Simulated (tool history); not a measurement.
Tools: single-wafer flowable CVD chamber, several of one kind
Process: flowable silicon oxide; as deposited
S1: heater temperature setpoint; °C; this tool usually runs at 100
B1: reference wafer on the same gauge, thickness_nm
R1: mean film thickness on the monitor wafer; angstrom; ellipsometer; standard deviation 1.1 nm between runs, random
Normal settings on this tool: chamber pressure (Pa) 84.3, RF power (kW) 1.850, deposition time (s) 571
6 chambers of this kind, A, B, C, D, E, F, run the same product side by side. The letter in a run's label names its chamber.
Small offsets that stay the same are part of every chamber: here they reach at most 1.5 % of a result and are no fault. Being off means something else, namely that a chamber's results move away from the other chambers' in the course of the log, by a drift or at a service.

run 1D hour=9.3 | S1=100 chamber_pressure_(Pa)=84.3 RF_power_(kW)=1.850 deposition_time_(s)=571 | B1=262.39 | R1=2461.7
run 2C hour=14.8 | S1=100 chamber_pressure_(Pa)=84.3 RF_power_(kW)=1.850 deposition_time_(s)=571 | B1=261.90 | R1=2519.8
run 3B hour=20.2 | S1=100 chamber_pressure_(Pa)=84.3 RF_power_(kW)=1.850 deposition_time_(s)=571 | B1=261.87 | R1=2505.1
run 4A hour=26.8 | S1=100 chamber_pressure_(Pa)=84.3 RF_power_(kW)=1.850 deposition_time_(s)=571 | B1=262.07 | R1=2488.2
run 5E hour=36.5 | S1=100 chamber_pressure_(Pa)=84.3 RF_power_(kW)=1.850 deposition_time_(s)=571 | B1=262.10 | R1=2488.1
run 6F hour=42.4 | S1=100 chamber_pressure_(Pa)=84.3 RF_power_(kW)=1.850 deposition_time_(s)=571 | B1=262.25 | R1=2496.4
run 7C hour=47.1 | S1=100 chamber_pressure_(Pa)=84.3 RF_power_(kW)=1.580 deposition_time_(s)=571 | B1=262.12 | R1=2402.9
run 8E hour=53.8 | S1=100 chamber_pressure_(Pa)=84.3 RF_power_(kW)=1.580 deposition_time_(s)=571 | B1=261.75 | R1=2391.4
run 9A hour=62.0 | S1=100 chamber_pressure_(Pa)=84.3 RF_power_(kW)=1.580 deposition_time_(s)=571 | B1=261.99 | R1=2383.9
run 10B hour=71.9 | S1=100 chamber_pressure_(Pa)=84.3 RF_power_(kW)=1.580 deposition_time_(s)=571 | B1=261.95 | R1=2401.2
run 11D hour=76.6 | S1=100 chamber_pressure_(Pa)=84.3 RF_power_(kW)=1.580 deposition_time_(s)=571 | B1=262.18 | R1=2373.8
run 12F hour=85.1 | S1=100 chamber_pressure_(Pa)=84.3 RF_power_(kW)=1.580 deposition_time_(s)=571 | B1=262.10 | R1=2392.8
-- hour=88.8 chamber F: RF generator calibrated
-- hour=91.0 chamber A: RF generator calibrated
run 13E hour=93.9 | S1=100 chamber_pressure_(Pa)=84.3 RF_power_(kW)=1.850 deposition_time_(s)=571 | B1=261.86 | R1=2498.8
run 14A hour=98.4 | S1=100 chamber_pressure_(Pa)=84.3 RF_power_(kW)=1.850 deposition_time_(s)=571 | B1=262.08 | R1=2505.5
run 15B hour=102.8 | S1=100 chamber_pressure_(Pa)=84.3 RF_power_(kW)=1.850 deposition_time_(s)=571 | B1=261.98 | R1=2528.7
run 16C hour=111.4 | S1=100 chamber_pressure_(Pa)=84.3 RF_power_(kW)=1.850 deposition_time_(s)=571 | B1=262.03 | R1=2526.7
run 17D hour=116.5 | S1=100 chamber_pressure_(Pa)=84.3 RF_power_(kW)=1.850 deposition_time_(s)=571 | B1=261.97 | R1=2471.0
run 18F hour=121.9 | S1=100 chamber_pressure_(Pa)=84.3 RF_power_(kW)=1.850 deposition_time_(s)=571 | B1=262.35 | R1=2481.2
run 19C hour=130.0 | S1=100 chamber_pressure_(Pa)=84.3 RF_power_(kW)=1.850 deposition_time_(s)=618 | B1=261.88 | R1=2707.0
run 20A hour=139.4 | S1=100 chamber_pressure_(Pa)=84.3 RF_power_(kW)=1.850 deposition_time_(s)=618 | B1=262.00 | R1=2712.7
run 21F hour=144.8 | S1=100 chamber_pressure_(Pa)=84.3 RF_power_(kW)=1.850 deposition_time_(s)=618 | B1=261.95 | R1=2698.2
run 22E hour=149.4 | S1=100 chamber_pressure_(Pa)=84.3 RF_power_(kW)=1.850 deposition_time_(s)=618 | B1=261.79 | R1=2700.6
run 23D hour=158.2 | S1=100 chamber_pressure_(Pa)=84.3 RF_power_(kW)=1.850 deposition_time_(s)=618 | B1=261.88 | R1=2673.6
-- hour=158.9 chamber C: thermocouple changed; heater temperature recalibrated
-- hour=163.0 chamber D: thermocouple changed; heater temperature recalibrated
run 24B hour=166.8 | S1=100 chamber_pressure_(Pa)=84.3 RF_power_(kW)=1.850 deposition_time_(s)=618 | B1=261.67 | R1=2708.0
run 25A hour=171.9 | S1=100 chamber_pressure_(Pa)=84.3 RF_power_(kW)=1.850 deposition_time_(s)=571 | B1=262.07 | R1=2484.9
run 26E hour=180.6 | S1=100 chamber_pressure_(Pa)=84.3 RF_power_(kW)=1.850 deposition_time_(s)=571 | B1=261.86 | R1=2475.1
run 27D hour=188.9 | S1=114 chamber_pressure_(Pa)=84.3 RF_power_(kW)=1.555 deposition_time_(s)=571 | B1=262.10 | R1=1494.3
-- hour=192.8 chamber F: capacitance manometer re-zeroed and calibrated
run 28F hour=194.4 | S1=114 chamber_pressure_(Pa)=84.3 RF_power_(kW)=1.555 deposition_time_(s)=571 | B1=262.23 | R1=1508.6
run 29C hour=200.1 | S1=114 chamber_pressure_(Pa)=84.3 RF_power_(kW)=1.555 deposition_time_(s)=571 | B1=261.76 | R1=1508.5
run 30B hour=205.3 | S1=114 chamber_pressure_(Pa)=84.3 RF_power_(kW)=1.555 deposition_time_(s)=571 | B1=261.96 | R1=1511.7
run 31F hour=212.2 | S1=114 chamber_pressure_(Pa)=84.3 RF_power_(kW)=1.555 deposition_time_(s)=571 | B1=261.94 | R1=1506.4
run 32C hour=221.5 | S1=114 chamber_pressure_(Pa)=84.3 RF_power_(kW)=1.555 deposition_time_(s)=571 | B1=262.28 | R1=1519.1
-- hour=226.8 chamber D: RF generator calibrated
run 33E hour=230.8 | S1=100 chamber_pressure_(Pa)=84.3 RF_power_(kW)=1.850 deposition_time_(s)=571 | B1=261.70 | R1=2460.1
run 34B hour=236.1 | S1=100 chamber_pressure_(Pa)=84.3 RF_power_(kW)=1.850 deposition_time_(s)=571 | B1=261.93 | R1=2534.8
run 35A hour=240.3 | S1=100 chamber_pressure_(Pa)=84.3 RF_power_(kW)=1.850 deposition_time_(s)=571 | B1=261.94 | R1=2499.6
run 36D hour=245.5 | S1=100 chamber_pressure_(Pa)=84.3 RF_power_(kW)=1.850 deposition_time_(s)=571 | B1=261.61 | R1=2481.6
run 37C hour=254.6 | S1=100 chamber_pressure_(Pa)=84.3 RF_power_(kW)=1.850 deposition_time_(s)=571 | B1=262.26 | R1=2510.3
run 38D hour=259.9 | S1=100 chamber_pressure_(Pa)=84.3 RF_power_(kW)=1.850 deposition_time_(s)=571 | B1=261.76 | R1=2481.1
run 39E hour=265.6 | S1=100 chamber_pressure_(Pa)=84.3 RF_power_(kW)=1.850 deposition_time_(s)=571 | B1=262.08 | R1=2423.5
run 40B hour=274.1 | S1=100 chamber_pressure_(Pa)=84.3 RF_power_(kW)=1.850 deposition_time_(s)=571 | B1=262.23 | R1=2523.7

Has any chamber moved away from the others, gradually or after a service, or does the common gauge drift, or do the chambers differ only by their own small steady offsets? State the chamber and the most likely cause if one applies.

One chamber, E, drifts off from the rest bit by bit.
Cause: true pressure below the setpoint (%) = 1.82.
The log may not tell that from: wafer temperature above the value expected at the setpoint (K); delivered RF power below the setpoint (%).

Here are 4 candidates for chamber E's next run, each the usual settings with a change, their results left as question marks. Which one brings its results back in line with what the others give on the usual settings?
Maximum distance from the other chambers' mean on the usual settings for a result to count as in line: R1 38.0 angstrom
run 41E-1 hour=281.1 | S1=100 chamber_pressure_(Pa)=84.3 RF_power_(kW)=1.850 deposition_time_(s)=555 | R1=?
run 41E-2 hour=281.1 | S1=100 chamber_pressure_(Pa)=80.9 RF_power_(kW)=1.840 deposition_time_(s)=571 | R1=?
run 41E-3 hour=281.1 | S1=100 chamber_pressure_(Pa)=85.9 RF_power_(kW)=1.855 deposition_time_(s)=571 | R1=?
run 41E-4 hour=281.1 | S1=99 chamber_pressure_(Pa)=85.3 RF_power_(kW)=1.855 deposition_time_(s)=574 | R1=?

Average result of the remaining chambers running the usual settings: R1 2497.2 angstrom
run=41E-1 R1=2365.8
run=41E-2 R1=2295.0
run=41E-3 R1=2499.8
run=41E-4 R1=2572.0
The right change is 41E-3: it brings the chamber back within the allowed miss of the others.
